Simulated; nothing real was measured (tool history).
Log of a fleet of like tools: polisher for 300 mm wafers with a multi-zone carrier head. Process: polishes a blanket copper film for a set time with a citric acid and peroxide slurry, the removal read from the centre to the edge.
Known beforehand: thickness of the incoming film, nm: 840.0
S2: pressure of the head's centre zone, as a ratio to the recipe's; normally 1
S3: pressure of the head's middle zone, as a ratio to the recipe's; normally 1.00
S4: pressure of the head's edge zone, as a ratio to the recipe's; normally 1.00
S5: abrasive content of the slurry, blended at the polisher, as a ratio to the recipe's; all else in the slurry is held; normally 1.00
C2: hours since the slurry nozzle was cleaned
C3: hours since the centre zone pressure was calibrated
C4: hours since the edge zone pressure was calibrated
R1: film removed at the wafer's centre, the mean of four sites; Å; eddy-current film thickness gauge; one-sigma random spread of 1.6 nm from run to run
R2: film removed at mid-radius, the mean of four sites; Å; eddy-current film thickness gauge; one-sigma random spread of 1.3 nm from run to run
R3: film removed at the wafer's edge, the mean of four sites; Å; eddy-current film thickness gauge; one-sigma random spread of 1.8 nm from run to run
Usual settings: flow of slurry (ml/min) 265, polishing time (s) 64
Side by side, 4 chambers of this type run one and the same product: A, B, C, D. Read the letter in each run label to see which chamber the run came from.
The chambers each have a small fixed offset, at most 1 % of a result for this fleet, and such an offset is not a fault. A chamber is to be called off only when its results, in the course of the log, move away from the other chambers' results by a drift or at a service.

{"run": "1C", "hour": 5.5, "flow of slurry (ml/min)": 265, "S2": 1, "S3": 1.0, "S4": 1.0, "S5": 1.0, "polishing time (s)": 64, "wafers polished on this pad": 1044, "C2": 125.1, "C3": 1193.3, "C4": 805.8, "R1": 1308.0, "R2": 1322.9, "R3": 1318.1}
{"run": "2A", "hour": 13.1, "flow of slurry (ml/min)": 265, "S2": 1, "S3": 1.0, "S4": 1.0, "S5": 1.0, "polishing time (s)": 64, "wafers polished on this pad": 289, "C2": 596.9, "C3": 104.6, "C4": 344.5, "R1": 1297.0, "R2": 1301.3, "R3": 1324.8}
{"run": "3D", "hour": 17.7, "flow of slurry (ml/min)": 265, "S2": 1, "S3": 1.0, "S4": 1.0, "S5": 1.0, "polishing time (s)": 64, "wafers polished on this pad": 558, "C2": 373.8, "C3": 100.0, "C4": 243.8, "R1": 1296.8, "R2": 1309.0, "R3": 1271.2}
{"run": "4B", "hour": 25.3, "flow of slurry (ml/min)": 265, "S2": 1, "S3": 1.0, "S4": 1.0, "S5": 1.0, "polishing time (s)": 64, "wafers polished on this pad": 1037, "C2": 328.1, "C3": 180.6, "C4": 217.9, "R1": 1313.1, "R2": 1299.8, "R3": 1305.7}
{"hour": 27.1, "done": "chamber D: worn pad replaced by a new one"}
{"run": "5D", "hour": 30.6, "flow of slurry (ml/min)": 265, "S2": 1, "S3": 1.0, "S4": 1.0, "S5": 1.0, "polishing time (s)": 64, "wafers polished on this pad": 45, "C2": 386.7, "C3": 112.9, "C4": 256.7, "R1": 1300.4, "R2": 1310.6, "R3": 1326.0}
{"hour": 31.4, "done": "chamber C: worn pad replaced by a new one"}
{"hour": 37.3, "done": "chamber B: worn pad replaced by a new one"}
{"run": "6B", "hour": 37.3, "flow of slurry (ml/min)": 265, "S2": 1, "S3": 1.0, "S4": 1.0, "S5": 1.0, "polishing time (s)": 64, "wafers polished on this pad": 1, "C2": 340.1, "C3": 192.6, "C4": 229.9, "R1": 1300.7, "R2": 1339.5, "R3": 1306.5}
{"run": "7C", "hour": 42.1, "flow of slurry (ml/min)": 265, "S2": 1, "S3": 1.0, "S4": 1.0, "S5": 1.0, "polishing time (s)": 64, "wafers polished on this pad": 136, "C2": 161.7, "C3": 1229.9, "C4": 842.4, "R1": 1318.4, "R2": 1321.3, "R3": 1283.2}
{"run": "8A", "hour": 49.4, "flow of slurry (ml/min)": 265, "S2": 1, "S3": 1.0, "S4": 1.0, "S5": 1.0, "polishing time (s)": 64, "wafers polished on this pad": 748, "C2": 633.2, "C3": 140.9, "C4": 380.8, "R1": 1274.4, "R2": 1285.3, "R3": 1285.3}
{"run": "9D", "hour": 56.8, "flow of slurry (ml/min)": 265, "S2": 1, "S3": 1.0, "S4": 1.0, "S5": 1.0, "polishing time (s)": 64, "wafers polished on this pad": 376, "C2": 412.9, "C3": 139.1, "C4": 282.9, "R1": 1285.6, "R2": 1316.6, "R3": 1321.8}
{"run": "10B", "hour": 61.8, "flow of slurry (ml/min)": 265, "S2": 1, "S3": 1.0, "S4": 1.0, "S5": 1.0, "polishing time (s)": 48, "wafers polished on this pad": 311, "C2": 364.6, "C3": 217.1, "C4": 254.4, "R1": 978.65, "R2": 1000.7, "R3": 965.73}
{"run": "11A", "hour": 65.4, "flow of slurry (ml/min)": 265, "S2": 1, "S3": 1.0, "S4": 1.0, "S5": 1.0, "polishing time (s)": 48, "wafers polished on this pad": 950, "C2": 649.2, "C3": 156.9, "C4": 396.8, "R1": 950.58, "R2": 963.27, "R3": 977.55}
{"hour": 68.9, "done": "chamber D: slurry nozzle cleaned"}
{"run": "12C", "hour": 72.3, "flow of slurry (ml/min)": 265, "S2": 1, "S3": 1.0, "S4": 1.0, "S5": 1.0, "polishing time (s)": 48, "wafers polished on this pad": 518, "C2": 191.9, "C3": 1260.1, "C4": 872.6, "R1": 986.86, "R2": 998.93, "R3": 1015.3}
{"hour": 77.3, "done": "chamber C: centre zone pressure recalibrated"}
{"run": "13D", "hour": 79.0, "flow of slurry (ml/min)": 265, "S2": 1, "S3": 1.0, "S4": 1.0, "S5": 1.0, "polishing time (s)": 48, "wafers polished on this pad": 657, "C2": 10.1, "C3": 161.3, "C4": 305.1, "R1": 984.76, "R2": 970.86, "R3": 970.84}
{"hour": 81.0, "done": "chamber D: worn pad replaced by a new one"}
{"run": "14A", "hour": 82.6, "flow of slurry (ml/min)": 265, "S2": 1, "S3": 1.0, "S4": 1.0, "S5": 1.0, "polishing time (s)": 64, "wafers polished on this pad": 1168, "C2": 666.4, "C3": 174.1, "C4": 414.0, "R1": 1275.3, "R2": 1273.5, "R3": 1237.5}
{"run": "15C", "hour": 86.8, "flow of slurry (ml/min)": 265, "S2": 1, "S3": 1.0, "S4": 1.0, "S5": 1.0, "polishing time (s)": 64, "wafers polished on this pad": 702, "C2": 206.4, "C3": 9.6, "C4": 887.1, "R1": 1348.8, "R2": 1330.1, "R3": 1303.2}
{"run": "16B", "hour": 94.0, "flow of slurry (ml/min)": 265, "S2": 1, "S3": 1.0, "S4": 1.0, "S5": 1.0, "polishing time (s)": 64, "wafers polished on this pad": 718, "C2": 396.8, "C3": 249.3, "C4": 286.6, "R1": 1324.4, "R2": 1313.8, "R3": 1323.7}
{"hour": 95.5, "done": "chamber A: slurry nozzle cleaned"}
{"run": "17A", "hour": 97.6, "flow of slurry (ml/min)": 265, "S2": 1, "S3": 1.0, "S4": 1.0, "S5": 1.0, "polishing time (s)": 64, "wafers polished on this pad": 1358, "C2": 2.1, "C3": 189.1, "C4": 429.0, "R1": 1232.2, "R2": 1243.0, "R3": 1259.3}
{"run": "18B", "hour": 103.4, "flow of slurry (ml/min)": 265, "S2": 1, "S3": 1.0, "S4": 1.0, "S5": 1.0, "polishing time (s)": 64, "wafers polished on this pad": 837, "C2": 406.2, "C3": 258.7, "C4": 296.0, "R1": 1291.7, "R2": 1323.0, "R3": 1326.3}
{"run": "19C", "hour": 110.8, "flow of slurry (ml/min)": 265, "S2": 1, "S3": 1.0, "S4": 0.94, "S5": 0.9, "polishing time (s)": 64, "wafers polished on this pad": 1005, "C2": 230.4, "C3": 33.6, "C4": 911.1, "R1": 1302.0, "R2": 1284.0, "R3": 1246.7}
{"run": "20D", "hour": 114.6, "flow of slurry (ml/min)": 265, "S2": 1, "S3": 1.0, "S4": 0.94, "S5": 0.9, "polishing time (s)": 64, "wafers polished on this pad": 425, "C2": 45.7, "C3": 196.9, "C4": 340.7, "R1": 1272.1, "R2": 1282.4, "R3": 1250.2}
{"run": "21A", "hour": 121.8, "flow of slurry (ml/min)": 265, "S2": 1, "S3": 1.0, "S4": 0.94, "S5": 0.9, "polishing time (s)": 64, "wafers polished on this pad": 1664, "C2": 26.3, "C3": 213.3, "C4": 453.2, "R1": 1179.0, "R2": 1201.0, "R3": 1191.1}
{"run": "22C", "hour": 126.8, "flow of slurry (ml/min)": 265, "S2": 1, "S3": 1.0, "S4": 0.94, "S5": 0.9, "polishing time (s)": 64, "wafers polished on this pad": 1208, "C2": 246.4, "C3": 49.6, "C4": 927.1, "R1": 1296.5, "R2": 1287.2, "R3": 1255.3}
{"hour": 132.8, "done": "chamber B: worn pad replaced by a new one"}
{"hour": 133.1, "done": "chamber C: worn pad replaced by a new one"}
{"run": "23B", "hour": 133.2, "flow of slurry (ml/min)": 265, "S2": 1, "S3": 1.0, "S4": 1.0, "S5": 1.0, "polishing time (s)": 64, "wafers polished on this pad": 5, "C2": 436.0, "C3": 288.5, "C4": 325.8, "R1": 1292.1, "R2": 1289.4, "R3": 1302.6}
{"hour": 136.5, "done": "chamber D: worn pad replaced by a new one"}
{"run": "24D", "hour": 139.1, "flow of slurry (ml/min)": 265, "S2": 1, "S3": 1.0, "S4": 1.0, "S5": 1.0, "polishing time (s)": 64, "wafers polished on this pad": 34, "C2": 70.2, "C3": 221.4, "C4": 365.2, "R1": 1316.8, "R2": 1315.0, "R3": 1289.4}
{"run": "25B", "hour": 146.1, "flow of slurry (ml/min)": 265, "S2": 1, "S3": 1.0, "S4": 1.0, "S5": 1.0, "polishing time (s)": 64, "wafers polished on this pad": 169, "C2": 448.9, "C3": 301.4, "C4": 338.7, "R1": 1297.3, "R2": 1315.0, "R3": 1326.1}
{"run": "26C", "hour": 152.6, "flow of slurry (ml/min)": 265, "S2": 1, "S3": 1.0, "S4": 1.0, "S5": 1.0, "polishing time (s)": 64, "wafers polished on this pad": 246, "C2": 272.2, "C3": 75.4, "C4": 952.9, "R1": 1302.2, "R2": 1336.2, "R3": 1300.6}
{"run": "27D", "hour": 156.6, "flow of slurry (ml/min)": 265, "S2": 1, "S3": 1.0, "S4": 1.0, "S5": 1.0, "polishing time (s)": 64, "wafers polished on this pad": 255, "C2": 87.7, "C3": 238.9, "C4": 382.7, "R1": 1314.5, "R2": 1315.8, "R3": 1291.9}
{"run": "28A", "hour": 160.0, "flow of slurry (ml/min)": 265, "S2": 1, "S3": 1.0, "S4": 1.0, "S5": 1.0, "polishing time (s)": 64, "wafers polished on this pad": 2147, "C2": 64.5, "C3": 251.5, "C4": 491.4, "R1": 1184.3, "R2": 1185.8, "R3": 1156.5}
{"run": "29A", "hour": 165.6, "flow of slurry (ml/min)": 265, "S2": 1, "S3": 0.93, "S4": 1.0, "S5": 1.15, "polishing time (s)": 64, "wafers polished on this pad": 2218, "C2": 70.1, "C3": 257.1, "C4": 497.0, "R1": 1222.3, "R2": 1131.7, "R3": 1210.1}
{"run": "30C", "hour": 170.7, "flow of slurry (ml/min)": 265, "S2": 1, "S3": 0.93, "S4": 1.0, "S5": 1.15, "polishing time (s)": 64, "wafers polished on this pad": 475, "C2": 290.3, "C3": 93.5, "C4": 971.0, "R1": 1340.9, "R2": 1293.8, "R3": 1321.5}
{"run": "31B", "hour": 174.6, "flow of slurry (ml/min)": 265, "S2": 1, "S3": 0.93, "S4": 1.0, "S5": 1.15, "polishing time (s)": 64, "wafers polished on this pad": 529, "C2": 477.4, "C3": 329.9, "C4": 367.2, "R1": 1337.1, "R2": 1242.3, "R3": 1384.4}
{"run": "32D", "hour": 180.9, "flow of slurry (ml/min)": 265, "S2": 1, "S3": 0.93, "S4": 1.0, "S5": 1.15, "polishing time (s)": 64, "wafers polished on this pad": 562, "C2": 112.0, "C3": 263.2, "C4": 407.0, "R1": 1326.9, "R2": 1271.6, "R3": 1375.7}

Which is it: a chamber that has drifted or been left off by a service, a gauge drift common to all chambers, or only each chamber's usual small offset? If a chamber is off, name it and its likeliest cause.

It is chamber A that slowly wanders off from its peers.
Likeliest cause: removal rate lost through wear of the pad, % = 11.9.

Chamber A could run next with any of the 4 candidate recipes listed below; each alters the usual settings, and their results appear as question marks. Which one brings its results back in line with what the other chambers deliver on the usual settings?
In-line tolerance around the mean of the other chambers on the usual settings: R1 57.00 Å; R2 45.00 Å; R3 64.00 Å
{"run": "33A-1", "hour": 186.3, "flow of slurry (ml/min)": 270, "S2": 1, "S3": 1.01, "S4": 1.0, "S5": 1.0, "polishing time (s)": 72, "R1": "?", "R2": "?", "R3": "?"}
{"run": "33A-2", "hour": 186.3, "flow of slurry (ml/min)": 265, "S2": 1, "S3": 1.0, "S4": 1.0, "S5": 1.0, "polishing time (s)": 68, "R1": "?", "R2": "?", "R3": "?"}
{"run": "33A-3", "hour": 186.3, "flow of slurry (ml/min)": 265, "S2": 1, "S3": 1.0, "S4": 1.0, "S5": 1.0, "polishing time (s)": 60, "R1": "?", "R2": "?", "R3": "?"}
{"run": "33A-4", "hour": 186.3, "flow of slurry (ml/min)": 260, "S2": 1, "S3": 1.0, "S4": 1.0, "S5": 1.0, "polishing time (s)": 57, "R1": "?", "R2": "?", "R3": "?"}

The mean the other chambers reach with the usual settings: R1 1307.20 Å; R2 1316.90 Å; R3 1314.50 Å
run=33A-1 R1=1307.30 R2=1314.80 R3=1297.20
run=33A-2 R1=1231.80 R2=1227.80 R3=1223.50
run=33A-3 R1=1086.90 R2=1083.40 R3=1079.60
run=33A-4 R1=1030.20 R2=1027.10 R3=1024.00
33A-1 puts the chamber back in line with the other chambers.
